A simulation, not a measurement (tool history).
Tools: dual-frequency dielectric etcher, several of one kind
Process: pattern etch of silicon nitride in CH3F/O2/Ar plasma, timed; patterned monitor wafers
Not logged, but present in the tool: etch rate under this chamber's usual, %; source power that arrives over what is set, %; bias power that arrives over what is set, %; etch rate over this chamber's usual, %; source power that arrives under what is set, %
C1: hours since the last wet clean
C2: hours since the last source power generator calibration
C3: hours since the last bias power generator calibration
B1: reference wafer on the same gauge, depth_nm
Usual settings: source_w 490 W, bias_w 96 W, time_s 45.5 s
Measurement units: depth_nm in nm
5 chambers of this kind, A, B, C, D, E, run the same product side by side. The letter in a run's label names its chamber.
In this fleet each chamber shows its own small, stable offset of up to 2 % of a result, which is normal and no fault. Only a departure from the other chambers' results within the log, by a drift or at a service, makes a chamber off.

run 1C day=0.6 | source_w=490 bias_w=96 time_s=45.5 | C1=242.3 C2=1633.6 C3=1749 | B1=32.282 | depth_nm=37.459
run 2E day=0.917 | source_w=490 bias_w=96 time_s=45.5 | C1=50.4 C2=1321 C3=3433.9 | B1=32.268 | depth_nm=37.819
run 3A day=1.225 | source_w=490 bias_w=96 time_s=45.5 | C1=254.5 C2=492.4 C3=2405.4 | B1=32.311 | depth_nm=37.533
run 4B day=1.733 | source_w=490 bias_w=96 time_s=45.5 | C1=226.4 C2=812.8 C3=365.3 | B1=32.309 | depth_nm=38.069
run 5D day=2.05 | source_w=490 bias_w=96 time_s=45.5 | C1=195.7 C2=1217.2 C3=731 | B1=32.291 | depth_nm=38.049
run 6D day=2.529 | source_w=490 bias_w=96 time_s=45.5 | C1=207.2 C2=1228.7 C3=742.5 | B1=32.298 | depth_nm=37.925
run 7E day=3.062 | source_w=490 bias_w=85 time_s=37.5 | C1=101.9 C2=1372.5 C3=3485.4 | B1=32.293 | depth_nm=29.866
run 8A day=3.504 | source_w=490 bias_w=85 time_s=37.5 | C1=309.2 C2=547.1 C3=2460.1 | B1=32.305 | depth_nm=29.671
run 9C day=3.854 | source_w=490 bias_w=85 time_s=37.5 | C1=320.4 C2=1711.7 C3=1827.1 | B1=32.304 | depth_nm=29.676
run 10B day=4.454 | source_w=490 bias_w=85 time_s=37.5 | C1=291.7 C2=878.1 C3=430.6 | B1=32.288 | depth_nm=29.938
run 11B day=5.042 | source_w=490 bias_w=85 time_s=37.5 | C1=305.8 C2=892.2 C3=444.7 | B1=32.315 | depth_nm=29.844
-- day=5.496 chamber E: bias power generator calibrated
run 12E day=5.562 | source_w=490 bias_w=96 time_s=45.5 | C1=161.9 C2=1432.5 C3=1.7 | B1=32.3 | depth_nm=37.861
run 13A day=5.908 | source_w=490 bias_w=96 time_s=45.5 | C1=366.9 C2=604.8 C3=2517.8 | B1=32.291 | depth_nm=37.618
run 14D day=6.525 | source_w=430 bias_w=96 time_s=57.5 | C1=303.1 C2=1324.6 C3=838.4 | B1=32.294 | depth_nm=45.64
run 15C day=6.946 | source_w=430 bias_w=96 time_s=57.5 | C1=394.6 C2=1785.9 C3=1901.3 | B1=32.299 | depth_nm=45.19
run 16D day=7.533 | source_w=430 bias_w=96 time_s=57.5 | C1=327.3 C2=1348.8 C3=862.6 | B1=32.295 | depth_nm=45.634
run 17B day=7.888 | source_w=430 bias_w=96 time_s=57.5 | C1=374.1 C2=960.5 C3=513 | B1=32.292 | depth_nm=45.789
-- day=8.125 chamber A: wet clean of the chamber
run 18A day=8.475 | source_w=430 bias_w=96 time_s=57.5 | C1=8.4 C2=666.4 C3=2579.4 | B1=32.317 | depth_nm=45.288
run 19E day=9.062 | source_w=490 bias_w=96 time_s=45.5 | C1=245.9 C2=1516.5 C3=85.7 | B1=32.29 | depth_nm=37.825
-- day=9.304 chamber B: wet clean of the chamber
run 20C day=9.333 | source_w=490 bias_w=96 time_s=45.5 | C1=451.9 C2=1843.2 C3=1958.6 | B1=32.284 | depth_nm=37.875
run 21E day=9.904 | source_w=490 bias_w=96 time_s=45.5 | C1=266.1 C2=1536.7 C3=105.9 | B1=32.294 | depth_nm=37.791
run 22C day=10.408 | source_w=410 bias_w=96 time_s=45.5 | C1=477.7 C2=1869 C3=1984.4 | B1=32.302 | depth_nm=35.484
run 23A day=10.8 | source_w=410 bias_w=96 time_s=45.5 | C1=64.2 C2=722.2 C3=2635.2 | B1=32.291 | depth_nm=35.1
run 24D day=11.15 | source_w=410 bias_w=96 time_s=45.5 | C1=414.1 C2=1435.6 C3=949.4 | B1=32.32 | depth_nm=35.614
run 25B day=11.554 | source_w=410 bias_w=96 time_s=45.5 | C1=54.1 C2=1048.5 C3=601 | B1=32.303 | depth_nm=35.528
run 26A day=11.929 | source_w=410 bias_w=96 time_s=45.5 | C1=91.3 C2=749.3 C3=2662.3 | B1=32.298 | depth_nm=35.045
run 27B day=12.212 | source_w=490 bias_w=96 time_s=45.5 | C1=69.9 C2=1064.3 C3=616.8 | B1=32.283 | depth_nm=38.004
run 28E day=12.792 | source_w=490 bias_w=74 time_s=34 | C1=335.4 C2=1606 C3=175.2 | B1=32.309 | depth_nm=25.726
run 29C day=13.171 | source_w=490 bias_w=74 time_s=34 | C1=544 C2=1935.3 C3=2050.7 | B1=32.296 | depth_nm=25.992
run 30D day=13.504 | source_w=490 bias_w=74 time_s=34 | C1=470.6 C2=1492.1 C3=1005.9 | B1=32.289 | depth_nm=25.892
run 31D day=14.117 | source_w=490 bias_w=74 time_s=34 | C1=485.3 C2=1506.8 C3=1020.6 | B1=32.29 | depth_nm=25.858
-- day=14.583 chamber E: source power generator calibrated
run 32B day=14.683 | source_w=490 bias_w=74 time_s=34 | C1=129.2 C2=1123.6 C3=676.1 | B1=32.308 | depth_nm=26.009
run 33A day=15.05 | source_w=490 bias_w=96 time_s=45.5 | C1=166.2 C2=824.2 C3=2737.2 | B1=32.329 | depth_nm=37.632
run 34C day=15.508 | source_w=490 bias_w=96 time_s=45.5 | C1=600.1 C2=1991.4 C3=2106.8 | B1=32.33 | depth_nm=38.319
run 35E day=15.867 | source_w=490 bias_w=96 time_s=45.5 | C1=409.2 C2=30.8 C3=249 | B1=32.299 | depth_nm=38.101
run 36B day=16.429 | source_w=490 bias_w=96 time_s=45.5 | C1=171.1 C2=1165.5 C3=718 | B1=32.305 | depth_nm=38.137
run 37C day=16.958 | source_w=490 bias_w=96 time_s=45.5 | C1=634.9 C2=2026.2 C3=2141.6 | B1=32.301 | depth_nm=38.725
run 38A day=17.404 | source_w=440 bias_w=96 time_s=45.5 | C1=222.7 C2=880.7 C3=2793.7 | B1=32.329 | depth_nm=35.946
-- day=17.671 chamber E: wet clean of the chamber
run 39D day=17.788 | source_w=440 bias_w=96 time_s=45.5 | C1=573.4 C2=1594.9 C3=1108.7 | B1=32.299 | depth_nm=36.62
run 40E day=18.312 | source_w=440 bias_w=96 time_s=45.5 | C1=15.4 C2=89.5 C3=307.7 | B1=32.312 | depth_nm=36.407
run 41D day=18.679 | source_w=440 bias_w=96 time_s=45.5 | C1=594.8 C2=1616.3 C3=1130.1 | B1=32.302 | depth_nm=36.614
run 42E day=19.1 | source_w=440 bias_w=96 time_s=45.5 | C1=34.3 C2=108.4 C3=326.6 | B1=32.308 | depth_nm=36.208

For the next run the whole fleet of 5 chambers uses the same settings. Give each chamber's results:
run 43A day=19.55 | source_w=490 bias_w=96 time_s=45.5 | depth_nm=?
run 43B day=19.55 | source_w=490 bias_w=96 time_s=45.5 | depth_nm=?
run 43C day=19.55 | source_w=490 bias_w=96 time_s=45.5 | depth_nm=?
run 43D day=19.55 | source_w=490 bias_w=96 time_s=45.5 | depth_nm=?
run 43E day=19.55 | source_w=490 bias_w=96 time_s=45.5 | depth_nm=?

run=43A depth_nm=37.755
run=43B depth_nm=37.988
run=43C depth_nm=38.739
run=43D depth_nm=38.166
run=43E depth_nm=38.096
